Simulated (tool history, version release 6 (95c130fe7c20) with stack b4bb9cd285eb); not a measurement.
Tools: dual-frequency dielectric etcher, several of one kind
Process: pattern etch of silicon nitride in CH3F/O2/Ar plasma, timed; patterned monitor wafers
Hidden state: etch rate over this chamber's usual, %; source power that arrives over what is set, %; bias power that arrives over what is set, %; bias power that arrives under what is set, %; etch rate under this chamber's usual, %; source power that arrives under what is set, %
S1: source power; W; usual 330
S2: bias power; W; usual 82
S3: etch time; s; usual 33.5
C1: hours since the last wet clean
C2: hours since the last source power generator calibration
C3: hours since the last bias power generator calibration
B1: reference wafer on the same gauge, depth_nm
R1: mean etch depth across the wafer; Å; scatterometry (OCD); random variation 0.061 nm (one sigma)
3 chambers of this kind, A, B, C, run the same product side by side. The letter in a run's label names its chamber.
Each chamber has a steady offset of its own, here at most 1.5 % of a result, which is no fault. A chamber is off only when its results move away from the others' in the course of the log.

run,day,S1,S2,S3,C1,C2,C3,B1,R1
1A,0.354,330,82,33.5,335.1,2654.8,1846.7,26.701,228.6
2C,0.829,330,82,33.5,256.6,1193.2,1019.2,26.693,225.06
3B,1.321,330,82,33.5,459.5,301.2,115.7,26.694,225.24
4A,1.562,330,82,33.5,364.1,2683.8,1875.7,26.7,229.22
5B,1.829,330,82,42,471.7,313.4,127.9,26.693,282.02
6C,2.312,330,82,42,292.2,1228.8,1054.8,26.722,281.69
# day 2.692: chamber B: wet clean of the chamber
7B,2.754,330,82,42,1.6,335.6,150.1,26.689,282.7
8A,3.033,330,82,33.5,399.4,2719.1,1911,26.717,230.13
9C,3.508,330,82,33.5,320.9,1257.5,1083.5,26.7,224.88
10C,3.883,330,82,33.5,329.9,1266.5,1092.5,26.701,226.23
# day 4.258: chamber A: wet clean of the chamber
11A,4.392,330,82,33.5,3.3,2751.7,1943.6,26.7,229.16
12B,4.812,330,82,33.5,51,385,199.5,26.7,224.48
13B,5.312,330,82,33.5,63,397,211.5,26.701,224.64
14C,5.771,330,82,33.5,375.2,1311.8,1137.8,26.702,224.34
15A,6.292,330,82,33.5,48.9,2797.3,1989.2,26.71,229.11
16B,6.683,330,82,33.5,95.9,429.9,244.4,26.695,227.07
17A,7.175,330,82,33.5,70.1,2818.5,2010.4,26.709,229.65
18C,7.538,330,96,33.5,417.6,1354.2,1180.2,26.703,236.5
19A,7.838,330,96,33.5,86,2834.4,2026.3,26.709,242.72
20B,8.146,330,96,33.5,131,465,279.5,26.707,238.56
21C,8.504,330,82,33.5,440.8,1377.4,1203.4,26.707,222.09
22A,8.758,330,82,33.5,108.1,2856.5,2048.4,26.695,230.07
23C,9.179,330,82,33.5,457,1393.6,1219.6,26.709,221.47
24B,9.575,330,82,33.5,165.3,499.3,313.8,26.704,224.77
25B,9.967,330,82,33.5,174.7,508.7,323.2,26.72,226.32
26A,10.333,330,93,33.5,145.9,2894.3,2086.2,26.7,240.03
27C,10.775,330,93,33.5,495.3,1431.9,1257.9,26.716,229.65
28C,11.25,330,93,33.5,506.7,1443.3,1269.3,26.697,230.21
29B,11.738,330,82,33.5,217.2,551.2,365.7,26.684,225.59
30A,12.238,330,82,33.5,191.6,2940,2131.9,26.697,227.47
31A,12.567,330,82,33.5,199.5,2947.9,2139.8,26.71,229.07
32B,12.854,330,82,33.5,244,578,392.5,26.703,224.32
33C,13.112,330,82,33.5,551.4,1488,1314,26.718,218.73

All 3 chambers run these settings next. Forecast each chamber's results:
34A,13.483,330,82,26,,,,,?
34B,13.483,330,82,26,,,,,?
34C,13.483,330,82,26,,,,,?

run,R1
34A,178.33
34B,174.99
34C,170.71
